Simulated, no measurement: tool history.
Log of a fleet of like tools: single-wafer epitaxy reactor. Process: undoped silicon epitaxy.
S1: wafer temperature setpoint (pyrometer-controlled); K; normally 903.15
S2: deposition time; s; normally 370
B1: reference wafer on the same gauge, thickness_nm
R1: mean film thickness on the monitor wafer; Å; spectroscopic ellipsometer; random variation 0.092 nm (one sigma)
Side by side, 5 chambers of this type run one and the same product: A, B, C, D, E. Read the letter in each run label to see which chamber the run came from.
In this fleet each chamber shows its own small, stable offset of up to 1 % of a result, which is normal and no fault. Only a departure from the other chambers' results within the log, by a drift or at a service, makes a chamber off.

run   hour      S1   S2      B1      R1
 1B    7.3  903.15  370  37.381  401.01
 2A   20.5  903.15  370  37.395  397.66
 3C   27.8  903.15  370  37.381  398.46
 4E   37.7  903.15  370  37.399  398.73
 5D   49.8  903.15  370  37.409  396.35
 6B   63.1  903.15  370  37.396  402.49
 7D   74.0  903.15  370  37.412  394.49
 8C   81.8  903.15  370  37.405  396.86
 9E   96.4  903.15  370  37.369  399.43
10A  103.9  903.15  370  37.407  398.19
11D  113.3  903.15  370  37.378  395.83
12B  127.8  903.15  370  37.396  402.24
13A  139.6  903.15  370  37.410  397.96
14E  153.4  907.15  314  37.400  368.69
15C  164.3  907.15  314  37.396  368.98
16E  175.8  907.15  314  37.372  369.07
17B  191.2  907.15  314  37.392  372.94
18A  199.5  907.15  314  37.402  369.49
19D  207.3  903.15  370  37.404  400.42
20C  217.8  903.15  370  37.405  395.72
21C  232.6  903.15  370  37.393  397.73
     243.6  -- chamber B: pyrometer calibrated
22A  247.5  903.15  370  37.390  398.13
23E  259.5  903.15  370  37.418  397.35
24D  267.7  916.15  426  37.412  615.05
25B  281.8  916.15  426  37.376  622.69
26E  292.7  916.15  426  37.390  612.23
27D  302.0  916.15  426  37.405  617.21
28A  310.7  916.15  426  37.379  613.22
29C  321.1  903.15  370  37.384  397.20
30B  332.9  912.15  370  37.396  493.92
31B  346.1  912.15  370  37.383  493.17
32D  355.3  912.15  370  37.390  492.90
33E  368.3  912.15  370  37.394  486.78
34C  377.1  912.15  370  37.407  485.94

Read the log: is a single chamber off, either drifting away or since a service, is the gauge that measures every chamber drifting, or is nothing wrong beyond small per-chamber offsets? Name any odd chamber and what most likely caused it.

It is chamber D that slowly wanders off from its peers.
Likeliest cause: wafer temperature above the value expected at the setpoint (K) = 1.17.

Below are 4 candidate recipes for chamber D's next run, each the usual settings with a change, their results shown as question marks. Which of them brings D's results back in line with what the other chambers give on the usual settings?
In line means no further than this from the other chambers' mean on the usual settings: R1 3.20 Å
35D-1  388.5  903.15  377       ?
35D-2  388.5  903.15  358       ?
35D-3  388.5  903.15  363       ?
35D-4  388.5  903.15  382       ?

What the other chambers average on the usual settings: R1 398.66 Å
  run      R1
35D-1  414.38
35D-2  393.50
35D-3  399.00
35D-4  419.88
It is 35D-3 that realigns the chamber with its peers.

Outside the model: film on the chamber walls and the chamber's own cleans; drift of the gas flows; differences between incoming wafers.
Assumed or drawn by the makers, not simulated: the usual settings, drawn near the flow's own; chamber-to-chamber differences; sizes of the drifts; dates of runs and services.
